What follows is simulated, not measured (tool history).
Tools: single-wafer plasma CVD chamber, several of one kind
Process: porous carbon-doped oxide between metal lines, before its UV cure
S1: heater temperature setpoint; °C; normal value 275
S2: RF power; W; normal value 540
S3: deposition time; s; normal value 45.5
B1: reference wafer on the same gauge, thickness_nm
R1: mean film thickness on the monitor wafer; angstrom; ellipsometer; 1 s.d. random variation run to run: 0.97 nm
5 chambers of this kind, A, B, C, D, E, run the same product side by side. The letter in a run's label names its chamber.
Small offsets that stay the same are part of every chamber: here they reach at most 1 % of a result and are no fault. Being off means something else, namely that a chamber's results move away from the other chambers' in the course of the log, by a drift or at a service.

run 1B hour=14.4 | S1=275 S2=540 S3=45.5 | B1=330.85 | R1=2983.9
run 2C hour=22.9 | S1=275 S2=540 S3=45.5 | B1=331.01 | R1=2980
run 3D hour=36 | S1=275 S2=540 S3=45.5 | B1=330.78 | R1=2998.7
run 4E hour=51.6 | S1=275 S2=540 S3=45.5 | B1=331.14 | R1=2952.6
run 5A hour=66.3 | S1=275 S2=540 S3=45.5 | B1=331.06 | R1=2961.8
run 6D hour=79.4 | S1=275 S2=540 S3=45.5 | B1=331.06 | R1=2968.7
run 7B hour=93.7 | S1=275 S2=540 S3=45.5 | B1=331.08 | R1=2996
run 8C hour=105.9 | S1=270 S2=540 S3=45.5 | B1=330.93 | R1=3049.5
run 9E hour=122.5 | S1=270 S2=540 S3=45.5 | B1=331.07 | R1=3052.1
-- hour=130.6 chamber A: thermocouple changed; heater temperature recalibrated
run 10A hour=138.6 | S1=270 S2=540 S3=45.5 | B1=330.93 | R1=3089.1
run 11C hour=151.5 | S1=270 S2=540 S3=45.5 | B1=331.26 | R1=3061.7
run 12E hour=167.6 | S1=270 S2=540 S3=45.5 | B1=330.94 | R1=3060.6
run 13B hour=177.8 | S1=275 S2=540 S3=41.1 | B1=330.87 | R1=2693.6
run 14D hour=188.3 | S1=275 S2=540 S3=41.1 | B1=331.01 | R1=2691.3
run 15A hour=195.7 | S1=275 S2=540 S3=41.1 | B1=330.93 | R1=2707.3
run 16C hour=209.1 | S1=275 S2=540 S3=41.1 | B1=331.25 | R1=2684.1
run 17A hour=220.1 | S1=275 S2=540 S3=41.1 | B1=331.24 | R1=2684
run 18B hour=236.2 | S1=285 S2=540 S3=39.3 | B1=330.87 | R1=2434.4
run 19D hour=250.6 | S1=285 S2=540 S3=39.3 | B1=331.06 | R1=2432
run 20E hour=261.7 | S1=285 S2=540 S3=39.3 | B1=331.15 | R1=2406.7
-- hour=263.5 chamber C: thermocouple changed; heater temperature recalibrated
run 21A hour=269.9 | S1=285 S2=540 S3=39.3 | B1=331.06 | R1=2432.4
run 22E hour=281.8 | S1=285 S2=540 S3=39.3 | B1=331.18 | R1=2403.1
run 23D hour=297.8 | S1=275 S2=540 S3=45.5 | B1=330.81 | R1=2978.9
run 24C hour=313.4 | S1=275 S2=540 S3=45.5 | B1=331.36 | R1=2866.3
run 25B hour=320.6 | S1=275 S2=540 S3=45.5 | B1=331.03 | R1=2977.3
run 26B hour=331.9 | S1=275 S2=625 S3=50.9 | B1=330.79 | R1=3669.9
run 27D hour=342.2 | S1=275 S2=625 S3=50.9 | B1=331.1 | R1=3659.8
run 28A hour=357.5 | S1=275 S2=625 S3=50.9 | B1=331.06 | R1=3650.1
run 29C hour=370.8 | S1=275 S2=625 S3=50.9 | B1=330.91 | R1=3492.3
run 30E hour=380 | S1=275 S2=625 S3=50.9 | B1=330.99 | R1=3638.5
run 31C hour=393.2 | S1=275 S2=540 S3=45.5 | B1=330.98 | R1=2876.3
run 32B hour=402.5 | S1=275 S2=540 S3=45.5 | B1=330.82 | R1=2994
run 33E hour=418.1 | S1=275 S2=540 S3=45.5 | B1=331.06 | R1=2964
run 34A hour=431.8 | S1=275 S2=540 S3=45.5 | B1=330.8 | R1=2978.9
run 35D hour=440.5 | S1=275 S2=540 S3=45.5 | B1=330.96 | R1=2979.3
run 36B hour=451.3 | S1=275 S2=540 S3=45.5 | B1=331.03 | R1=2980.1
run 37C hour=460 | S1=275 S2=540 S3=45.5 | B1=331.26 | R1=2857.7

The same settings go to every chamber for the next run, one line per chamber below. Forecast the results for each:
run 38A hour=471.9 | S1=275 S2=540 S3=45.5 | R1=?
run 38B hour=471.9 | S1=275 S2=540 S3=45.5 | R1=?
run 38C hour=471.9 | S1=275 S2=540 S3=45.5 | R1=?
run 38D hour=471.9 | S1=275 S2=540 S3=45.5 | R1=?
run 38E hour=471.9 | S1=275 S2=540 S3=45.5 | R1=?

run=38A R1=2963.7
run=38B R1=2970.9
run=38C R1=2871.5
run=38D R1=2976.5
run=38E R1=2976.6

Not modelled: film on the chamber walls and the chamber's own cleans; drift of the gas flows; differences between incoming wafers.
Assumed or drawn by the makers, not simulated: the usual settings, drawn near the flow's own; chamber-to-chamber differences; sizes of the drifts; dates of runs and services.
